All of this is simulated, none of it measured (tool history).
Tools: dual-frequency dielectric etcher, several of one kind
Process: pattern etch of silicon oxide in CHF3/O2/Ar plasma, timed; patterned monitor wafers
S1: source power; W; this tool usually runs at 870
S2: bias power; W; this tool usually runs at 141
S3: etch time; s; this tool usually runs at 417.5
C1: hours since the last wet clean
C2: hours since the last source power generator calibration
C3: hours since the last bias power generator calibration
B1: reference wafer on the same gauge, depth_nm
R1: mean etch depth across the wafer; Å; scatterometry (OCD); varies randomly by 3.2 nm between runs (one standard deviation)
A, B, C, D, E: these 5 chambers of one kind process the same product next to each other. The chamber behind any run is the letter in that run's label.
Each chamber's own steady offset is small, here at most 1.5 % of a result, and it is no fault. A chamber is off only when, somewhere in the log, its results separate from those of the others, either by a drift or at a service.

run   hour    S1   S2     S3     C1      C2      C3      B1      R1
 1B    7.5   870  141  417.5  236.0  2132.1   876.9  852.48  8698.4
 2C   16.4   870  141  417.5  201.9   590.1  2865.7  851.73  8831.0
 3E   20.6   870  141  417.5  286.2  2863.8   992.1  851.75  8726.6
 4D   27.8   870  141  417.5  366.4  1423.5    75.7  852.80  8909.0
 5A   34.5   870  160  417.5  273.2  2773.4   312.0  851.64  9153.6
 6D   39.4   870  160  417.5  378.0  1435.1    87.3  852.21  9255.1
 7C   44.2   870  160  417.5  229.7   617.9  2893.5  852.24  9157.5
 8E   52.4   870  160  417.5  318.0  2895.6  1023.9  852.14  9065.9
 9A   59.4   870  160  417.5  298.1  2798.3   336.9  852.05  9123.4
10B   67.4   870  141  417.5  295.9  2192.0   936.8  851.94  8746.7
11B   74.6   870  141  417.5  303.1  2199.2   944.0  852.89  8728.5
12C   79.4   870  141  417.5  264.9   653.1  2928.7  851.52  8841.1
13E   84.8   870  141  417.5  350.4  2928.0  1056.3  851.87  8717.5
14D   93.1  1020  151  417.5  431.7  1488.8   141.0  851.69  9668.1
15A  100.6  1020  151  417.5  339.3  2839.5   378.1  852.16  9518.6
16C  109.5  1020  151  417.5  295.0   683.2  2958.8  851.80  9536.0
17E  116.5  1020  151  417.5  382.1  2959.7  1088.0  852.49  9562.1
18A  121.7  1020  151  417.5  360.4  2860.6   399.2  851.78  9568.8
     122.2  -- chamber A: source power generator calibrated
19B  126.3   870  141  417.5  354.8  2250.9   995.7  851.55  8767.9
20D  131.4   870  141  417.5  470.0  1527.1   179.3  851.78  8899.8
     135.0  -- chamber C: wet clean of the chamber
21B  137.1   870  141  417.5  365.6  2261.7  1006.5  851.44  8719.0
     139.3  -- chamber E: wet clean of the chamber
22D  146.2   870  141  417.5  484.8  1541.9   194.1  852.02  8949.0
23A  152.2   870  141  417.5  390.9    30.0   429.7  853.02  8775.8
24E  159.4   720  141  348.5   20.1  3002.6  1130.9  852.48  6757.0
25C  167.7   720  141  348.5   32.7   741.4  3017.0  852.82  6818.5
     170.9  -- chamber D: wet clean of the chamber
26B  171.8   720  141  348.5  400.3  2296.4  1041.2  852.66  6794.3
27E  177.8   720  141  348.5   38.5  3021.0  1149.3  851.89  6749.1
28D  182.9   720  141  348.5   12.1  1578.6   230.8  851.67  6669.9
29A  191.3   870  141  417.5  430.0    69.1   468.8  852.25  8760.6
30C  197.4   870  141  417.5   62.4   771.1  3046.7  852.29  8851.6
     205.4  -- chamber B: wet clean of the chamber
31D  206.5   870  141  417.5   35.7  1602.2   254.4  852.46  8528.4
32E  214.2   870  141  417.5   74.9  3057.4  1185.7  850.80  8745.4
33A  221.3   870  141  417.5  460.0    99.1   498.8  852.12  8804.4
34B  230.6   870  141  417.5   25.3  2355.2  1100.0  852.04  8744.7
35C  234.8   870  141  417.5   99.8   808.5  3084.1  852.16  8789.2
36B  241.3   870  141  417.5   36.0  2365.9  1110.7  852.28  8731.1
37A  246.3   870  141  352.5  485.0   124.1   523.8  851.55  7427.5
38E  254.9   870  141  352.5  115.6  3098.1  1226.4  851.25  7382.2
39D  261.0   870  141  352.5   90.2  1656.7   308.9  852.34  7220.5
40C  269.0   870  141  352.5  134.0   842.7  3118.3  852.65  7463.6

Read the log: is a single chamber off, either drifting away or since a service, is the gauge that measures every chamber drifting, or is nothing wrong beyond small per-chamber offsets? Name any odd chamber and what most likely caused it.

A service on chamber D put it out of line with the rest.
Likeliest cause: etch rate under this chamber's usual, % = 3.93.

Which of the 4 candidates below, each the usual settings with something changed and its results left as question marks, puts chamber D back in line with what the other chambers give on the usual settings?
A result is in line if it is within this distance of the other chambers' mean on the usual settings: R1 110.0 Å
41D-1  275.6  930  149  417.5                   ?
41D-2  275.6  870  140  399.5                   ?
41D-3  275.6  920  141  417.5                   ?
41D-4  275.6  870  140  409.0                   ?

What the other chambers average on the usual settings: R1 8764.0 Å
  run      R1
41D-1  8928.5
41D-2  8166.9
41D-3  8740.8
41D-4  8361.2
41D-3 puts the chamber back in line with the other chambers.
